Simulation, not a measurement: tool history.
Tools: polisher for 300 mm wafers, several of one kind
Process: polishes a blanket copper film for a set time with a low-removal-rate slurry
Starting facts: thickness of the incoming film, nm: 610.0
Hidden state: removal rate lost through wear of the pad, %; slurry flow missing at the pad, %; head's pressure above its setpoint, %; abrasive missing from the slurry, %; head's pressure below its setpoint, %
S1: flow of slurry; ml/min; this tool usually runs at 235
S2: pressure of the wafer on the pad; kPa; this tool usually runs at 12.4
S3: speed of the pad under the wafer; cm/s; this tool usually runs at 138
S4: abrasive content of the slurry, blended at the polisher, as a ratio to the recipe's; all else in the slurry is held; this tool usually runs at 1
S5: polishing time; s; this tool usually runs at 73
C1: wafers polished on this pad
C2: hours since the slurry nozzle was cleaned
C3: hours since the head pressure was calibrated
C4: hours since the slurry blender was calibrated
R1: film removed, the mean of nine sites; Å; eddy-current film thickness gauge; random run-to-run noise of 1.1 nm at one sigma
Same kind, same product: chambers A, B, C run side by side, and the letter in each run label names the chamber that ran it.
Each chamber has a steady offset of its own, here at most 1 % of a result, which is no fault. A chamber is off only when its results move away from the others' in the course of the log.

run   hour   S1    S2   S3   S4  S5    C1     C2      C3     C4      R1
 1A      5  235  12.4  138    1  73   360  479.8  1109.2   42.1  1786.5
 2C    9.7  235  12.4  138    1  73   647  185.9   180.2     16  1805.1
 3B   13.7  235  12.4  138    1  73   424  203.7  1058.1   74.5  1810.5
 4C   16.9  235  12.4  138    1  73   724  193.1   187.4   23.2  1785.2
 5A   19.8  235  12.4  138    1  73   518  494.6    1124   56.9  1783.5
 6B   22.3  235  12.4  138    1  73   516  212.3  1066.7   83.1  1790.2
      25.4  -- chamber B: worn pad replaced by a new one
 7C   26.6  235  12.4  138  0.7  83   827  202.8   197.1   32.9  1904.2
 8A   31.1  235  12.4  138  0.7  83   638  505.9  1135.3   68.2  1892.4
 9B     34  235  12.4  138  0.7  83    92    224  1078.4   94.8  1884.7
      35.9  -- chamber B: head pressure recalibrated
10B     38  235  12.4  138    1  94   134    228     2.2   98.8  2127.2
11C   40.4  235  12.4  138    1  94   974  216.6   210.9   46.7    2313
12A   45.2  235  12.4  138    1  94   788    520  1149.4   82.3  2282.8
13C   48.2  235  12.4  138    1  73  1056  224.4   218.7   54.5  1807.8
14A   51.6  235  12.4  138    1  73   856  526.4  1155.8   88.7  1768.7
      52.6  -- chamber C: worn pad replaced by a new one
15B   54.2  235  12.4  160    1  73   306  244.2    18.4    115  1947.3
16C   59.2  235  12.4  160    1  73    70  235.4   229.7   65.5  2097.6
17B   61.4  235  12.4  160    1  73   383  251.4    25.6  122.2    1930
18A   65.7  235  12.4  138    1  73  1006  540.5  1169.9  102.8  1781.7
19B   70.4  235  12.4  138    1  73   479  260.4    34.6  131.2  1667.8
20A   73.2  310  15.2  138    1  73  1085    548  1177.4  110.3  2254.2
21C   76.6  310  15.2  138    1  73   255  252.8   247.1   82.9  2263.9
22B   79.9  310  15.2  138    1  73   580  269.9    44.1  140.7  2102.2
23C   83.5  235  12.4  138    1  73   329  259.7     254   89.8  1780.1
24A   87.4  235  12.4  138    1  73  1236  562.2  1191.6  124.5  1797.6
      89.1  -- chamber B: worn pad replaced by a new one
      89.6  -- chamber C: slurry nozzle cleaned
25C   91.5  235  12.4  138    1  73   414      2     262   97.8  1797.1
26A   96.4  235  12.4  138    1  73  1332  571.2  1200.6  133.5  1809.4
27B   99.1  235  12.4  138    1  73   106  289.1    63.3  159.9  1678.7
     100.6  -- chamber A: worn pad replaced by a new one
28A  103.1  165  10.3  138    1  73    27  577.9  1207.3  140.2  1438.3
29B  106.2  165  10.3  138    1  73   182  296.2    70.4    167    1318
30C  108.7  165  10.3  138    1  73   597   19.2   279.2    115  1429.5

Next, every chamber runs the same settings. What will each give?
31A  112.2  280  12.4  138   1  73                   ?
31B  112.2  280  12.4  138   1  73                   ?
31C  112.2  280  12.4  138   1  73                   ?

run      R1
31A  1830.3
31B  1716.6
31C  1839.5
